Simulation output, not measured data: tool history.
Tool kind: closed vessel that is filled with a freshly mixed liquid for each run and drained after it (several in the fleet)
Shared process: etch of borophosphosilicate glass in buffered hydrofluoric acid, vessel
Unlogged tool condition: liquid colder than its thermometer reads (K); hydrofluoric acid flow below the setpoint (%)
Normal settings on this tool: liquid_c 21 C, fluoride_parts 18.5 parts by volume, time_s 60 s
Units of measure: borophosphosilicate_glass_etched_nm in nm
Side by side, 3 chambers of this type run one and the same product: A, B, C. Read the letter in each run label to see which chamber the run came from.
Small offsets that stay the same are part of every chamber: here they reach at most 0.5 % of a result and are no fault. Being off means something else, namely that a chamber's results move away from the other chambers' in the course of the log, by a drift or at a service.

run,hour,liquid_c,fluoride_parts,time_s,hours since the thermometer was replaced,hours since the hydrofluoric acid flow meter was replaced,"read-back film thickness of the borophosphosilicate glass reference wafer, read on the same gauge (nm)",borophosphosilicate_glass_etched_nm
1A,2.2,21,18.5,60,1060.5,426.9,90.003,71.023
2B,5.6,21,18.5,60,223.3,397,89.995,72.022
3C,8.6,21,18.5,60,441.4,1245,89.993,71.748
4C,10.9,21,18.5,60,443.7,1247.3,90.004,71.772
5A,14.9,21,18.5,60,1073.2,439.6,89.996,72.282
6B,17.5,21,18.5,60,235.2,408.9,90.026,72.665
7B,20.5,21,18.5,60,238.2,411.9,90.014,71.703
8A,23.8,21,18.5,60,1082.1,448.5,90.01,71.901
9C,27.9,21,18.5,60,460.7,1264.3,89.998,71.525
10B,30.2,21,18.5,60,247.9,421.6,90.009,73.097
11A,32.2,21,18.5,60,1090.5,456.9,90.012,71.775
12C,36.5,21,18.5,60,469.3,1272.9,89.994,71.027
13A,38.5,21,18.5,60,1096.8,463.2,89.994,71.528
14C,40.4,21,18.5,60,473.2,1276.8,89.979,70.651
15B,42.7,21,18.5,60,260.4,434.1,90.008,71.998
16B,46.4,21,18.5,60,264.1,437.8,89.995,72.299
17A,50,21,13,60,1108.3,474.7,90.017,101.61
18C,53.7,21,13,60,486.5,1290.1,90,98.487
19C,56.2,21,13,60,489,1292.6,89.993,99.054
20B,59.3,21,18.5,60,277,450.7,90.016,72.477
21A,61.2,21,18.5,60,1119.5,485.9,89.986,71.549
22C,64.4,21,18.5,60,497.2,1300.8,89.999,69.552
23A,66.7,21,18.5,60,1125,491.4,90.015,72.377
24B,68.9,24.5,22,60,286.6,460.3,89.998,76.352
25B,71.3,24.5,22,60,289,462.7,89.997,75.917
26A,73.5,24.5,22,60,1131.8,498.2,90.01,75.252
27C,75.7,21,18.5,60,508.5,1312.1,89.982,68.411
28B,78.6,21,18.5,60,296.3,470,90.03,72.295
29A,81.5,21,18.5,60,1139.8,506.2,89.983,72.108

Is one chamber out of step, is the gauge drifting, or do the chambers differ by no more than their own small offsets? For an off chamber, give its letter and the likeliest cause.

One chamber, C, drifts off from the rest bit by bit.
Cause: liquid colder than its thermometer reads (K) = 0.847.
From this log alone, it may not be told apart from: hydrofluoric acid flow below the setpoint (%).

Here are 4 candidates for chamber C's next run, each the usual settings with a change, their results left as question marks. Which one brings its results back in line with what the others give on the usual settings?
In line here means within this much of the mean the other chambers give on the usual settings: borophosphosilicate_glass_etched_nm 1.8 nm
30C-1,84.6,21,19.5,60,,,,?
30C-2,84.6,21,18,65,,,,?
30C-3,84.6,21,17.5,60,,,,?
30C-4,84.6,21,19,55,,,,?

Average result of the remaining chambers running the usual settings: borophosphosilicate_glass_etched_nm 72.172 nm
run,borophosphosilicate_glass_etched_nm
30C-1,64.91
30C-2,76.055
30C-3,72.163
30C-4,61.035
With 30C-3, the chamber falls back in line with the rest.
